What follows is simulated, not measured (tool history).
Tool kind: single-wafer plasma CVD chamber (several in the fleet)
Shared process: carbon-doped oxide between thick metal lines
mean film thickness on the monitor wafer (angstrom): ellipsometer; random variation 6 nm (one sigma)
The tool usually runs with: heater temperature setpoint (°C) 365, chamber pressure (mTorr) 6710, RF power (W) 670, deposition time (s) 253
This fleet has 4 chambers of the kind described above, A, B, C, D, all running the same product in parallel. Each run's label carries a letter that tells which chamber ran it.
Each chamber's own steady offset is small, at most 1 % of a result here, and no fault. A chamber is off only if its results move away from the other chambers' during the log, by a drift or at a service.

run   hour  heater temperature setpoint (°C)  chamber pressure (mTorr)  RF power (W)  deposition time (s)  read-back reference wafer on the same gauge, thickness_nm  mean film thickness on the monitor wafer (angstrom)
 1A   12.2                               365                      6710           670                  253                                                     1610.8                                                15106
      19.1  -- chamber D: RF generator calibrated
 2C   20.7                               365                      6710           670                  253                                                     1609.7                                                15355
 3D   32.4                               365                      6710           670                  253                                                     1610.1                                                15213
 4B   46.4                               365                      6710           670                  253                                                     1610.8                                                15180
      53.8  -- chamber C: capacitance manometer re-zeroed and calibrated
 5D   56.9                               365                      6710           670                  253                                                     1609.9                                                15321
 6C   73.6                               365                      6710           670                  253                                                     1611.1                                                15233
 7B   86.9                               365                      6710           670                  253                                                       1610                                                15236
 8A   94.5                               365                      6710           670                  253                                                     1611.3                                                15118
     105.5  -- chamber A: thermocouple changed; heater temperature recalibrated
 9C  108.5                               365                      6710           670                  253                                                     1608.5                                                15225
10D  117.5                               365                      6710           765                  253                                                     1610.4                                                16453
11A  133.1                               365                      6710           765                  253                                                     1609.9                                                16428
12B  143.3                               365                      6710           765                  253                                                     1608.7                                                16369
13A  159.4                               365                      6710           765                  253                                                     1608.8                                                16443
14C  166.9                               365                      6710           670                  253                                                     1609.9                                                15274
15B  182.4                               365                      7640           670                  253                                                     1609.5                                                15422
16D  197.4                               365                      7640           670                  253                                                     1608.9                                                15370
17B    213                               365                      7640           670                  253                                                       1609                                                15368
18D  228.4                               365                      7640           670                  253                                                       1609                                                15462
19A  237.4                               365                      6710           670                  253                                                     1608.4                                                15210
20C  252.6                               365                      6710           670                  253                                                     1609.6                                                15225
     254.5  -- chamber D: capacitance manometer re-zeroed and calibrated
21B  264.8                               365                      6710           670                  253                                                     1609.6                                                15125
22D  278.7                               365                      6710           670                  253                                                     1610.4                                                15183
     283.6  -- chamber B: capacitance manometer re-zeroed and calibrated
23A  295.4                               365                      6710           670                  253                                                       1609                                                15159
24C  312.1                               365                      6710           670                  253                                                     1609.9                                                15198
25D  326.7                               357                      6710           670                  297                                                     1610.3                                                18291
26C  341.4                               357                      6710           670                  297                                                     1610.3                                                18292
27B  354.8                               357                      6710           670                  297                                                     1608.1                                                18208
28A  370.1                               357                      6710           670                  297                                                     1609.2                                                18189
29A    384                               373                      6710           670                  221                                                     1610.4                                                12952
30D  394.8                               373                      6710           670                  221                                                     1609.1                                                13142
31C    409                               373                      6710           670                  221                                                     1610.1                                                13183
32B  418.4                               373                      6710           670                  221                                                     1610.5                                                13043
33A  430.4                               355                      8180           670                  253                                                     1609.5                                                15733
34B  443.6                               355                      8180           670                  253                                                     1610.4                                                15749
35C  455.6                               355                      8180           670                  253                                                     1610.4                                                15878

Does one chamber stand apart from the rest, does the shared gauge drift, or is all well apart from small per-chamber offsets? Give the chamber and the most likely cause, where there is one.

No chamber stands off beyond its own small offset, and the gauge holds steady.
